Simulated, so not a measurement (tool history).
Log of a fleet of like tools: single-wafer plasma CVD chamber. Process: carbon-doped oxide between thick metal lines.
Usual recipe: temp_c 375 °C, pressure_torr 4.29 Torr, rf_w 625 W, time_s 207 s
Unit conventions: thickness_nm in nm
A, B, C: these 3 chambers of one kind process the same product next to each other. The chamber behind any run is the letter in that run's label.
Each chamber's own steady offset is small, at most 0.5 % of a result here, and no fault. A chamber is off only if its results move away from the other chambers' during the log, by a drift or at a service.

run,hour,temp_c,pressure_torr,rf_w,time_s,hours since the last thermocouple change,hours since the last RF generator calibration,hours since the last manometer calibration,"read-back reference wafer on the same gauge, thickness_nm",thickness_nm
1B,4.2,375,4.29,625,207,559.4,980.5,1476.6,979.29,1102.10
# hour 4.4: chamber C: thermocouple changed; heater temperature recalibrated
2A,7.0,375,4.29,625,207,1552.0,247.2,1470.4,979.52,1101.30
3C,11.1,375,4.29,625,207,6.8,801.5,1553.1,980.63,1102.50
4C,14.5,375,4.29,625,207,10.2,804.9,1556.5,980.41,1097.00
5B,16.9,375,4.29,625,207,572.1,993.2,1489.3,978.35,1099.80
6A,21.3,375,4.29,625,207,1566.3,261.5,1484.7,979.58,1106.90
7B,24.1,375,4.29,625,207,579.3,1000.4,1496.5,979.93,1094.40
8A,26.5,375,4.29,625,207,1571.5,266.7,1489.9,979.70,1097.50
9C,29.9,375,4.77,625,207,25.6,820.3,1571.9,979.28,1126.30
10B,34.7,375,4.77,625,207,589.9,1011.0,1507.1,980.33,1124.00
11C,38.7,375,4.77,625,207,34.4,829.1,1580.7,980.09,1114.80
12A,43.6,375,4.29,625,207,1588.6,283.8,1507.0,979.72,1101.90
13A,47.2,388,4.29,625,192,1592.2,287.4,1510.6,979.64,1000.20
14C,50.1,388,4.29,625,192,45.8,840.5,1592.1,980.21,995.60
15B,54.5,388,4.29,625,192,609.7,1030.8,1526.9,980.31,991.93
16C,58.3,375,4.29,625,207,54.0,848.7,1600.3,979.63,1101.80
17B,60.9,375,4.29,625,207,616.1,1037.2,1533.3,980.40,1105.30
18A,63.7,375,4.29,625,207,1608.7,303.9,1527.1,979.25,1096.00
19B,66.5,375,4.29,625,207,621.7,1042.8,1538.9,980.61,1105.60
20A,68.7,375,4.29,625,207,1613.7,308.9,1532.1,980.02,1105.90
21C,72.9,375,4.29,565,247,68.6,863.3,1614.9,979.92,1243.10
22B,78.0,375,4.29,565,247,633.2,1054.3,1550.4,979.74,1242.60
23C,81.3,375,4.29,565,247,77.0,871.7,1623.3,978.34,1240.10
24A,83.9,375,4.29,625,207,1628.9,324.1,1547.3,980.40,1097.30

Has any chamber moved away from the others, gradually or after a service, or does the common gauge drift, or do the chambers differ only by their own small steady offsets? State the chamber and the most likely cause if one applies.

Beyond each chamber's small constant offset nothing stands out, and the gauge stays steady.
